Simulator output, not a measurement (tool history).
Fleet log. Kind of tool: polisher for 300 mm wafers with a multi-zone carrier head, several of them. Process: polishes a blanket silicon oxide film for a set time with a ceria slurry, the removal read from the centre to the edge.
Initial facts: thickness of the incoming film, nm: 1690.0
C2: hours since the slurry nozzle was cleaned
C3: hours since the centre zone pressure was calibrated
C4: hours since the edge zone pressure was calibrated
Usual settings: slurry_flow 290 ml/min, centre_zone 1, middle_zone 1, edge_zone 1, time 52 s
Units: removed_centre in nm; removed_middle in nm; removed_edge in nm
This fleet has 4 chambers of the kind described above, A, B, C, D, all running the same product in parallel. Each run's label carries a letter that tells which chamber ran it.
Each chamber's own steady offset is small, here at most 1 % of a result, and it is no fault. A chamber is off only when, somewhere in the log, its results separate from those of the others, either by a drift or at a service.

{"day": 0.162, "done": "chamber D: worn pad replaced by a new one"}
{"run": "1C", "day": 0.167, "slurry_flow": 290, "centre_zone": 1, "middle_zone": 1, "edge_zone": 1, "time": 52, "wafers polished on this pad": 469, "C2": 140.3, "C3": 281, "C4": 73.1, "removed_centre": 306.31, "removed_middle": 300.91, "removed_edge": 304.23}
{"run": "2A", "day": 0.4, "slurry_flow": 290, "centre_zone": 1, "middle_zone": 1, "edge_zone": 1, "time": 52, "wafers polished on this pad": 530, "C2": 253.1, "C3": 537.1, "C4": 376.3, "removed_centre": 312.67, "removed_middle": 299.36, "removed_edge": 310.28}
{"run": "3B", "day": 0.533, "slurry_flow": 290, "centre_zone": 1, "middle_zone": 1, "edge_zone": 1, "time": 52, "wafers polished on this pad": 869, "C2": 80.3, "C3": 1207.7, "C4": 316.1, "removed_centre": 312.49, "removed_middle": 308.25, "removed_edge": 306.18}
{"run": "4D", "day": 0.725, "slurry_flow": 290, "centre_zone": 1, "middle_zone": 1, "edge_zone": 1, "time": 52, "wafers polished on this pad": 90, "C2": 651.3, "C3": 843.2, "C4": 76.5, "removed_centre": 307.73, "removed_middle": 305.25, "removed_edge": 306.64}
{"day": 0.892, "done": "chamber D: slurry nozzle cleaned"}
{"run": "5A", "day": 0.946, "slurry_flow": 290, "centre_zone": 1, "middle_zone": 1, "edge_zone": 1, "time": 52, "wafers polished on this pad": 617, "C2": 266.2, "C3": 550.2, "C4": 389.4, "removed_centre": 311.2, "removed_middle": 309.82, "removed_edge": 306.4}
{"day": 1.021, "done": "chamber B: worn pad replaced by a new one"}
{"run": "6B", "day": 1.208, "slurry_flow": 290, "centre_zone": 1, "middle_zone": 1, "edge_zone": 1, "time": 52, "wafers polished on this pad": 30, "C2": 96.5, "C3": 1223.9, "C4": 332.3, "removed_centre": 310.3, "removed_middle": 307.21, "removed_edge": 313.45}
{"run": "7D", "day": 1.462, "slurry_flow": 290, "centre_zone": 1, "middle_zone": 1, "edge_zone": 1, "time": 52, "wafers polished on this pad": 207, "C2": 13.7, "C3": 860.9, "C4": 94.2, "removed_centre": 309.59, "removed_middle": 305.13, "removed_edge": 301.77}
{"run": "8C", "day": 1.604, "slurry_flow": 290, "centre_zone": 1, "middle_zone": 1, "edge_zone": 1, "time": 52, "wafers polished on this pad": 698, "C2": 174.8, "C3": 315.5, "C4": 107.6, "removed_centre": 310.76, "removed_middle": 309.12, "removed_edge": 305.55}
{"run": "9D", "day": 1.779, "slurry_flow": 290, "centre_zone": 1, "middle_zone": 1, "edge_zone": 1, "time": 52, "wafers polished on this pad": 258, "C2": 21.3, "C3": 868.5, "C4": 101.8, "removed_centre": 307.52, "removed_middle": 304.76, "removed_edge": 306.14}
{"run": "10C", "day": 2.075, "slurry_flow": 290, "centre_zone": 1, "middle_zone": 1, "edge_zone": 1, "time": 52, "wafers polished on this pad": 773, "C2": 186.1, "C3": 326.8, "C4": 118.9, "removed_centre": 309.68, "removed_middle": 307.63, "removed_edge": 302.48}
{"run": "11A", "day": 2.371, "slurry_flow": 290, "centre_zone": 1, "middle_zone": 1, "edge_zone": 1, "time": 52, "wafers polished on this pad": 844, "C2": 300.4, "C3": 584.4, "C4": 423.6, "removed_centre": 305.88, "removed_middle": 307.03, "removed_edge": 302.71}
{"run": "12B", "day": 2.608, "slurry_flow": 290, "centre_zone": 1.09, "middle_zone": 1, "edge_zone": 1, "time": 58, "wafers polished on this pad": 253, "C2": 130.1, "C3": 1257.5, "C4": 365.9, "removed_centre": 379.42, "removed_middle": 353.4, "removed_edge": 342.62}
{"run": "13D", "day": 2.917, "slurry_flow": 290, "centre_zone": 1.09, "middle_zone": 1, "edge_zone": 1, "time": 58, "wafers polished on this pad": 439, "C2": 48.6, "C3": 895.8, "C4": 129.1, "removed_centre": 371.57, "removed_middle": 344.46, "removed_edge": 342.63}
{"run": "14B", "day": 3.075, "slurry_flow": 290, "centre_zone": 1.09, "middle_zone": 1, "edge_zone": 1, "time": 58, "wafers polished on this pad": 327, "C2": 141.3, "C3": 1268.7, "C4": 377.1, "removed_centre": 382.22, "removed_middle": 351.42, "removed_edge": 341.36}
{"run": "15C", "day": 3.346, "slurry_flow": 290, "centre_zone": 1.09, "middle_zone": 1, "edge_zone": 1, "time": 58, "wafers polished on this pad": 976, "C2": 216.6, "C3": 357.3, "C4": 149.4, "removed_centre": 378.32, "removed_middle": 338.73, "removed_edge": 345.04}
{"day": 3.554, "done": "chamber A: slurry nozzle cleaned"}
{"run": "16A", "day": 3.596, "slurry_flow": 290, "centre_zone": 1, "middle_zone": 1, "edge_zone": 1, "time": 52, "wafers polished on this pad": 1039, "C2": 1, "C3": 613.8, "C4": 453, "removed_centre": 303.72, "removed_middle": 309.95, "removed_edge": 304.58}
{"run": "17D", "day": 3.904, "slurry_flow": 290, "centre_zone": 1, "middle_zone": 1, "edge_zone": 1, "time": 52, "wafers polished on this pad": 596, "C2": 72.3, "C3": 919.5, "C4": 152.8, "removed_centre": 309.43, "removed_middle": 309.5, "removed_edge": 308.18}
{"run": "18C", "day": 4.146, "slurry_flow": 290, "centre_zone": 1, "middle_zone": 1, "edge_zone": 1, "time": 52, "wafers polished on this pad": 1103, "C2": 235.8, "C3": 376.5, "C4": 168.6, "removed_centre": 307.2, "removed_middle": 303.37, "removed_edge": 306.32}
{"run": "19A", "day": 4.383, "slurry_flow": 290, "centre_zone": 1, "middle_zone": 1, "edge_zone": 1, "time": 52, "wafers polished on this pad": 1165, "C2": 19.9, "C3": 632.7, "C4": 471.9, "removed_centre": 303.09, "removed_middle": 309.52, "removed_edge": 304.41}
{"run": "20B", "day": 4.646, "slurry_flow": 290, "centre_zone": 0.96, "middle_zone": 1, "edge_zone": 1, "time": 52, "wafers polished on this pad": 577, "C2": 179, "C3": 1306.4, "C4": 414.8, "removed_centre": 295.81, "removed_middle": 314.08, "removed_edge": 307.3}
{"day": 4.762, "done": "chamber A: worn pad replaced by a new one"}
{"run": "21B", "day": 4.946, "slurry_flow": 290, "centre_zone": 0.96, "middle_zone": 1, "edge_zone": 1, "time": 52, "wafers polished on this pad": 625, "C2": 186.2, "C3": 1313.6, "C4": 422, "removed_centre": 295.35, "removed_middle": 308.51, "removed_edge": 313.64}
{"run": "22C", "day": 5.212, "slurry_flow": 290, "centre_zone": 0.96, "middle_zone": 1, "edge_zone": 1, "time": 52, "wafers polished on this pad": 1273, "C2": 261.4, "C3": 402.1, "C4": 194.2, "removed_centre": 294.26, "removed_middle": 308.79, "removed_edge": 306.24}
{"run": "23A", "day": 5.383, "slurry_flow": 290, "centre_zone": 0.96, "middle_zone": 1, "edge_zone": 1, "time": 52, "wafers polished on this pad": 99, "C2": 43.9, "C3": 656.7, "C4": 495.9, "removed_centre": 290.75, "removed_middle": 310.24, "removed_edge": 305.24}
{"run": "24D", "day": 5.6, "slurry_flow": 290, "centre_zone": 1, "middle_zone": 1, "edge_zone": 1, "time": 52, "wafers polished on this pad": 866, "C2": 113, "C3": 960.2, "C4": 193.5, "removed_centre": 306.02, "removed_middle": 304.15, "removed_edge": 304.15}
{"day": 5.725, "done": "chamber B: centre zone pressure recalibrated"}
{"day": 5.738, "done": "chamber C: worn pad replaced by a new one"}
{"run": "25C", "day": 5.854, "slurry_flow": 290, "centre_zone": 1, "middle_zone": 1, "edge_zone": 1, "time": 52, "wafers polished on this pad": 18, "C2": 276.8, "C3": 417.5, "C4": 209.6, "removed_centre": 311.18, "removed_middle": 307.55, "removed_edge": 303.8}
{"day": 5.888, "done": "chamber B: worn pad replaced by a new one"}
{"run": "26A", "day": 6.083, "slurry_flow": 225, "centre_zone": 1, "middle_zone": 0.89, "edge_zone": 1, "time": 52, "wafers polished on this pad": 211, "C2": 60.7, "C3": 673.5, "C4": 512.7, "removed_centre": 287.06, "removed_middle": 270.15, "removed_edge": 302.4}
{"day": 6.292, "done": "chamber D: worn pad replaced by a new one"}
{"run": "27D", "day": 6.329, "slurry_flow": 225, "centre_zone": 1, "middle_zone": 0.89, "edge_zone": 1, "time": 52, "wafers polished on this pad": 6, "C2": 130.5, "C3": 977.7, "C4": 211, "removed_centre": 297.61, "removed_middle": 268.9, "removed_edge": 299.86}
{"run": "28B", "day": 6.5, "slurry_flow": 225, "centre_zone": 1, "middle_zone": 0.89, "edge_zone": 1, "time": 52, "wafers polished on this pad": 98, "C2": 223.5, "C3": 18.7, "C4": 459.3, "removed_centre": 301.36, "removed_middle": 269.06, "removed_edge": 297.64}
{"run": "29D", "day": 6.754, "slurry_flow": 225, "centre_zone": 1, "middle_zone": 0.89, "edge_zone": 1, "time": 52, "wafers polished on this pad": 73, "C2": 140.7, "C3": 987.9, "C4": 221.2, "removed_centre": 298.32, "removed_middle": 269.47, "removed_edge": 300.33}
{"run": "30C", "day": 7.033, "slurry_flow": 290, "centre_zone": 0.91, "middle_zone": 1, "edge_zone": 1, "time": 52, "wafers polished on this pad": 206, "C2": 305.1, "C3": 445.8, "C4": 237.9, "removed_centre": 276.45, "removed_middle": 310.36, "removed_edge": 309.18}
{"run": "31B", "day": 7.171, "slurry_flow": 290, "centre_zone": 0.91, "middle_zone": 1, "edge_zone": 1, "time": 52, "wafers polished on this pad": 205, "C2": 239.6, "C3": 34.8, "C4": 475.4, "removed_centre": 280.96, "removed_middle": 311.48, "removed_edge": 310}
{"run": "32A", "day": 7.379, "slurry_flow": 290, "centre_zone": 0.91, "middle_zone": 1, "edge_zone": 1, "time": 52, "wafers polished on this pad": 417, "C2": 91.8, "C3": 704.6, "C4": 543.8, "removed_centre": 265.59, "removed_middle": 312.88, "removed_edge": 305.65}
{"run": "33D", "day": 7.567, "slurry_flow": 290, "centre_zone": 0.91, "middle_zone": 1, "edge_zone": 1, "time": 52, "wafers polished on this pad": 203, "C2": 160.2, "C3": 1007.4, "C4": 240.7, "removed_centre": 277.26, "removed_middle": 307.53, "removed_edge": 305.92}
{"run": "34A", "day": 7.762, "slurry_flow": 290, "centre_zone": 1, "middle_zone": 1, "edge_zone": 1, "time": 52, "wafers polished on this pad": 478, "C2": 101, "C3": 713.8, "C4": 553, "removed_centre": 294.16, "removed_middle": 304.97, "removed_edge": 303.19}
{"run": "35B", "day": 7.996, "slurry_flow": 290, "centre_zone": 1, "middle_zone": 1, "edge_zone": 1, "time": 52, "wafers polished on this pad": 336, "C2": 259.4, "C3": 54.6, "C4": 495.2, "removed_centre": 308.56, "removed_middle": 311.3, "removed_edge": 310.19}

Next, every chamber runs the same settings. What will each give?
{"run": "36A", "day": 8.217, "slurry_flow": 290, "centre_zone": 1, "middle_zone": 1, "edge_zone": 0.9, "time": 52, "removed_centre": "?", "removed_middle": "?", "removed_edge": "?"}
{"run": "36B", "day": 8.217, "slurry_flow": 290, "centre_zone": 1, "middle_zone": 1, "edge_zone": 0.9, "time": 52, "removed_centre": "?", "removed_middle": "?", "removed_edge": "?"}
{"run": "36C", "day": 8.217, "slurry_flow": 290, "centre_zone": 1, "middle_zone": 1, "edge_zone": 0.9, "time": 52, "removed_centre": "?", "removed_middle": "?", "removed_edge": "?"}
{"run": "36D", "day": 8.217, "slurry_flow": 290, "centre_zone": 1, "middle_zone": 1, "edge_zone": 0.9, "time": 52, "removed_centre": "?", "removed_middle": "?", "removed_edge": "?"}

run=36A removed_centre=294.97 removed_middle=301.68 removed_edge=287.17
run=36B removed_centre=309.64 removed_middle=308.28 removed_edge=291.21
run=36C removed_centre=308.2 removed_middle=305.81 removed_edge=289.07
run=36D removed_centre=306.17 removed_middle=308.99 removed_edge=286.35
